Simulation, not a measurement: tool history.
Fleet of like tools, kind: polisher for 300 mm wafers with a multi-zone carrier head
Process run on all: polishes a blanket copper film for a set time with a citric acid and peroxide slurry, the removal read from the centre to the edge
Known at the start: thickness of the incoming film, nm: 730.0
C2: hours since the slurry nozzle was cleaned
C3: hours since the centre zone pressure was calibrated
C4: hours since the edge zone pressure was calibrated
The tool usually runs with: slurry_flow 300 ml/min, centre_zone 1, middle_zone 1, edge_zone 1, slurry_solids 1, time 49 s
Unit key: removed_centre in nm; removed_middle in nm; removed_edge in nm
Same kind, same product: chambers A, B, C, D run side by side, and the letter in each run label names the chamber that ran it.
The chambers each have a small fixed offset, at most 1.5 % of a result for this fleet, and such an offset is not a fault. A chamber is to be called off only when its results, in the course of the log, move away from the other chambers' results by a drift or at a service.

Run 1D, hour 5.4: usual settings; wafers polished on this pad 516; C2 265.8; C3 844.2; C4 118. Result: removed_centre 121.43 nm, removed_middle 117.41 nm, removed_edge 120.94 nm.
At hour 11.6: chamber A: worn pad replaced by a new one.
Run 2C, hour 14.7: usual settings; wafers polished on this pad 270; C2 258.2; C3 286.7; C4 1427.1. Result: removed_centre 121.18 nm, removed_middle 119.59 nm, removed_edge 120.11 nm.
At hour 14.8: chamber C: slurry nozzle cleaned.
At hour 15.3: chamber A: slurry nozzle cleaned.
Run 3B, hour 20: usual settings; wafers polished on this pad 1032; C2 369.3; C3 297.2; C4 617.8. Result: removed_centre 122.33 nm, removed_middle 121 nm, removed_edge 119.93 nm.
Run 4A, hour 26.1: usual settings; wafers polished on this pad 197; C2 10.9; C3 149.4; C4 482.8. Result: removed_centre 120.4 nm, removed_middle 120.72 nm, removed_edge 120.94 nm.
At hour 28.3: chamber B: worn pad replaced by a new one.
Run 5D, hour 35.8: usual settings; wafers polished on this pad 929; C2 296.2; C3 874.6; C4 148.4. Result: removed_centre 121.32 nm, removed_middle 118.05 nm, removed_edge 120.22 nm.
Run 6B, hour 42.9: usual settings; wafers polished on this pad 198; C2 392.2; C3 320.1; C4 640.7. Result: removed_centre 120.98 nm, removed_middle 119.42 nm, removed_edge 120.86 nm.
At hour 50.1: chamber B: edge zone pressure recalibrated.
Run 7A, hour 52.4: usual settings; wafers polished on this pad 555; C2 37.2; C3 175.7; C4 509.1. Result: removed_centre 118.67 nm, removed_middle 120.57 nm, removed_edge 121.26 nm.
Run 8C, hour 58: usual settings; wafers polished on this pad 858; C2 43.3; C3 330; C4 1470.4. Result: removed_centre 120.57 nm, removed_middle 118.19 nm, removed_edge 120.06 nm.
At hour 59.3: chamber D: worn pad replaced by a new one.
At hour 62: chamber C: worn pad replaced by a new one.
Run 9B, hour 64.7: usual settings; wafers polished on this pad 495; C2 414; C3 341.9; C4 14.6. Result: removed_centre 121.25 nm, removed_middle 119.17 nm, removed_edge 119.62 nm.
Run 10A, hour 70.5: usual settings; wafers polished on this pad 801; C2 55.3; C3 193.8; C4 527.2. Result: removed_centre 119.52 nm, removed_middle 117.11 nm, removed_edge 118.38 nm.
At hour 74.7: chamber A: worn pad replaced by a new one.
Run 11D, hour 78.4: usual settings; wafers polished on this pad 259; C2 338.8; C3 917.2; C4 191. Result: removed_centre 118.21 nm, removed_middle 117.81 nm, removed_edge 121.51 nm.
Run 12C, hour 85: usual settings; wafers polished on this pad 312; C2 70.3; C3 357; C4 1497.4. Result: removed_centre 121.58 nm, removed_middle 120.1 nm, removed_edge 117.93 nm.
Run 13C, hour 94: usual settings but slurry_flow 355 ml/min; wafers polished on this pad 435; C2 79.3; C3 366; C4 1506.4. Result: removed_centre 120.59 nm, removed_middle 125.11 nm, removed_edge 124.02 nm.
Run 14D, hour 103.5: usual settings but slurry_flow 355 ml/min; wafers polished on this pad 601; C2 363.9; C3 942.3; C4 216.1. Result: removed_centre 119.39 nm, removed_middle 118.14 nm, removed_edge 124.35 nm.
Run 15A, hour 109.5: usual settings but slurry_flow 355 ml/min; wafers polished on this pad 474; C2 94.3; C3 232.8; C4 566.2. Result: removed_centre 119.9 nm, removed_middle 121.44 nm, removed_edge 122.01 nm.
At hour 117.5: chamber B: worn pad replaced by a new one.
Run 16B, hour 118.4: usual settings but slurry_flow 355 ml/min; wafers polished on this pad 12; C2 467.7; C3 395.6; C4 68.3. Result: removed_centre 125.55 nm, removed_middle 122.23 nm, removed_edge 123.46 nm.
Run 17C, hour 127.2: usual settings but middle_zone 1.07; wafers polished on this pad 886; C2 112.5; C3 399.2; C4 1539.6. Result: removed_centre 119.8 nm, removed_middle 127.19 nm, removed_edge 118.04 nm.
Run 18D, hour 139: usual settings but middle_zone 1.07; wafers polished on this pad 1083; C2 399.4; C3 977.8; C4 251.6. Result: removed_centre 120.05 nm, removed_middle 127.33 nm, removed_edge 118.61 nm.
At hour 140.9: chamber C: worn pad replaced by a new one.
At hour 143.1: chamber D: worn pad replaced by a new one.
At hour 143.7: chamber C: edge zone pressure recalibrated.
Run 19A, hour 147.7: usual settings but middle_zone 1.07; wafers polished on this pad 993; C2 132.5; C3 271; C4 604.4. Result: removed_centre 121.92 nm, removed_middle 126.53 nm, removed_edge 121.44 nm.
Run 20B, hour 153.9: usual settings but middle_zone 1.07; wafers polished on this pad 494; C2 503.2; C3 431.1; C4 103.8. Result: removed_centre 122.19 nm, removed_middle 128.69 nm, removed_edge 120.65 nm.
At hour 155.1: chamber A: worn pad replaced by a new one.
At hour 156.1: chamber D: slurry nozzle cleaned.
Run 21B, hour 165.1: usual settings; wafers polished on this pad 646; C2 514.4; C3 442.3; C4 115. Result: removed_centre 119.71 nm, removed_middle 121.02 nm, removed_edge 117.14 nm.
Run 22D, hour 176.5: usual settings; wafers polished on this pad 454; C2 20.4; C3 1015.3; C4 289.1. Result: removed_centre 118.19 nm, removed_middle 117.61 nm, removed_edge 120.49 nm.
Run 23A, hour 181.9: usual settings; wafers polished on this pad 364; C2 166.7; C3 305.2; C4 638.6. Result: removed_centre 120.31 nm, removed_middle 120.48 nm, removed_edge 119.14 nm.
At hour 187.7: chamber B: worn pad replaced by a new one.
Run 24C, hour 189.7: usual settings; wafers polished on this pad 663; C2 175; C3 461.7; C4 46.1. Result: removed_centre 118.97 nm, removed_middle 118.79 nm, removed_edge 119.8 nm.
Run 25D, hour 197.2: usual settings; wafers polished on this pad 736; C2 41.1; C3 1036; C4 309.8. Result: removed_centre 117.84 nm, removed_middle 118.27 nm, removed_edge 120.92 nm.
Run 26C, hour 205.9: usual settings but slurry_flow 345 ml/min; wafers polished on this pad 883; C2 191.2; C3 477.9; C4 62.3. Result: removed_centre 120.32 nm, removed_middle 120.93 nm, removed_edge 122.83 nm.
At hour 207.2: chamber C: worn pad replaced by a new one.
At hour 211.2: chamber C: centre zone pressure recalibrated.
Run 27B, hour 214.6: usual settings but slurry_flow 345 ml/min; wafers polished on this pad 365; C2 563.9; C3 491.8; C4 164.5. Result: removed_centre 121.12 nm, removed_middle 120.44 nm, removed_edge 120.74 nm.
At hour 221.9: chamber A: worn pad replaced by a new one.
Run 28A, hour 224.6: usual settings but slurry_flow 345 ml/min; wafers polished on this pad 37; C2 209.4; C3 347.9; C4 681.3. Result: removed_centre 123.31 nm, removed_middle 122.95 nm, removed_edge 121.43 nm.
Run 29D, hour 234: usual settings but slurry_flow 345 ml/min; wafers polished on this pad 1236; C2 77.9; C3 1072.8; C4 346.6. Result: removed_centre 121.59 nm, removed_middle 116.01 nm, removed_edge 118.97 nm.
At hour 235.1: chamber D: worn pad replaced by a new one.
Run 30C, hour 244.3: usual settings; wafers polished on this pad 504; C2 229.6; C3 33.2; C4 100.7. Result: removed_centre 107.7 nm, removed_middle 120.7 nm, removed_edge 120.51 nm.
Run 31A, hour 252.7: usual settings; wafers polished on this pad 419; C2 237.5; C3 376; C4 709.4. Result: removed_centre 118.81 nm, removed_middle 119.04 nm, removed_edge 117.7 nm.
At hour 253.9: chamber A: slurry nozzle cleaned.
At hour 260.8: chamber C: slurry nozzle cleaned.
At hour 262.3: chamber B: worn pad replaced by a new one.
Run 32B, hour 264.1: usual settings but centre_zone 1.05, edge_zone 1.11; wafers polished on this pad 24; C2 613.4; C3 541.3; C4 214. Result: removed_centre 126.23 nm, removed_middle 121.27 nm, removed_edge 125.06 nm.
Run 33C, hour 275.3: usual settings but centre_zone 1.05, edge_zone 1.11; wafers polished on this pad 925; C2 14.5; C3 64.2; C4 131.7. Result: removed_centre 113.86 nm, removed_middle 119.58 nm, removed_edge 126.78 nm.
At hour 279.3: chamber C: worn pad replaced by a new one.
Run 34A, hour 282.4: usual settings but centre_zone 1.05, edge_zone 1.11; wafers polished on this pad 822; C2 28.6; C3 405.7; C4 739.1. Result: removed_centre 125.62 nm, removed_middle 120.59 nm, removed_edge 125.22 nm.
Run 35D, hour 291.3: usual settings but centre_zone 1.05, edge_zone 1.11; wafers polished on this pad 763; C2 135.2; C3 1130.1; C4 403.9. Result: removed_centre 123.79 nm, removed_middle 118.1 nm, removed_edge 128.48 nm.
At hour 295.7: chamber A: worn pad replaced by a new one.
Run 36B, hour 297.7: usual settings; wafers polished on this pad 480; C2 647; C3 574.9; C4 247.6. Result: removed_centre 119.71 nm, removed_middle 118.08 nm, removed_edge 116.22 nm.
Run 37C, hour 304.1: usual settings; wafers polished on this pad 337; C2 43.3; C3 93; C4 160.5. Result: removed_centre 107.22 nm, removed_middle 119.42 nm, removed_edge 119.46 nm.
Run 38D, hour 312.8: usual settings; wafers polished on this pad 1055; C2 156.7; C3 1151.6; C4 425.4. Result: removed_centre 117.59 nm, removed_middle 118.31 nm, removed_edge 119.62 nm.
At hour 322.6: chamber D: centre zone pressure recalibrated.
Run 39B, hour 323.2: usual settings; wafers polished on this pad 827; C2 672.5; C3 600.4; C4 273.1. Result: removed_centre 118.31 nm, removed_middle 118.99 nm, removed_edge 119.08 nm.
Run 40A, hour 330.2: usual settings; wafers polished on this pad 469; C2 76.4; C3 453.5; C4 786.9. Result: removed_centre 117.81 nm, removed_middle 118.89 nm, removed_edge 121.35 nm.
At hour 331: chamber B: worn pad replaced by a new one.
At hour 339.3: chamber D: worn pad replaced by a new one.
Run 41D, hour 341.3: usual settings; wafers polished on this pad 28; C2 185.2; C3 18.8; C4 453.9. Result: removed_centre 118.86 nm, removed_middle 118.16 nm, removed_edge 118.18 nm.
Run 42A, hour 351.6: usual settings but edge_zone 1.11; wafers polished on this pad 759; C2 97.8; C3 474.9; C4 808.3. Result: removed_centre 121.55 nm, removed_middle 119.9 nm, removed_edge 125.63 nm.
Run 43B, hour 361.2: usual settings but edge_zone 1.11; wafers polished on this pad 411; C2 710.5; C3 638.4; C4 311.1. Result: removed_centre 117.66 nm, removed_middle 118.29 nm, removed_edge 129.08 nm.

Read the log: is a single chamber off, either drifting away or since a service, is the gauge that measures every chamber drifting, or is nothing wrong beyond small per-chamber offsets? Name any odd chamber and what most likely caused it.

Chamber C came out of a service off from its peers and stayed that way.
Likeliest cause: centre zone's pressure below its setpoint, % = 9.09.

Here are 4 candidates for chamber C's next run, each the usual settings with a change, their results left as question marks. Which one brings its results back in line with what the others give on the usual settings?
Maximum distance from the other chambers' mean on the usual settings for a result to count as in line: removed_centre 5.5 nm; removed_middle 4.4 nm; removed_edge 5.2 nm
Run 44C-1, hour 369.9: usual settings but centre_zone 0.98, middle_zone 1.01, edge_zone 1.01. Result: removed_centre ?, removed_middle ?, removed_edge ?.
Run 44C-2, hour 369.9: usual settings but slurry_flow 305 ml/min, centre_zone 1.08, middle_zone 0.98, edge_zone 0.97, time 50 s. Result: removed_centre ?, removed_middle ?, removed_edge ?.
Run 44C-3, hour 369.9: usual settings but slurry_flow 295 ml/min, centre_zone 0.92, middle_zone 1.02, edge_zone 1.03, time 48 s. Result: removed_centre ?, removed_middle ?, removed_edge ?.
Run 44C-4, hour 369.9: usual settings but centre_zone 1.02, middle_zone 0.99, edge_zone 0.99. Result: removed_centre ?, removed_middle ?, removed_edge ?.

The mean the other chambers reach with the usual settings: removed_centre 119.34 nm; removed_middle 119.12 nm; removed_edge 119.45 nm
  run  removed_centre  removed_middle  removed_edge
44C-1          103.46          118.67        119.19
44C-2          117.51          117.88        119.26
44C-3          94.418          117.16        117.83
44C-4          108.06          116.46        117.97
44C-2 is the one that brings the chamber's results back in line with the other chambers.

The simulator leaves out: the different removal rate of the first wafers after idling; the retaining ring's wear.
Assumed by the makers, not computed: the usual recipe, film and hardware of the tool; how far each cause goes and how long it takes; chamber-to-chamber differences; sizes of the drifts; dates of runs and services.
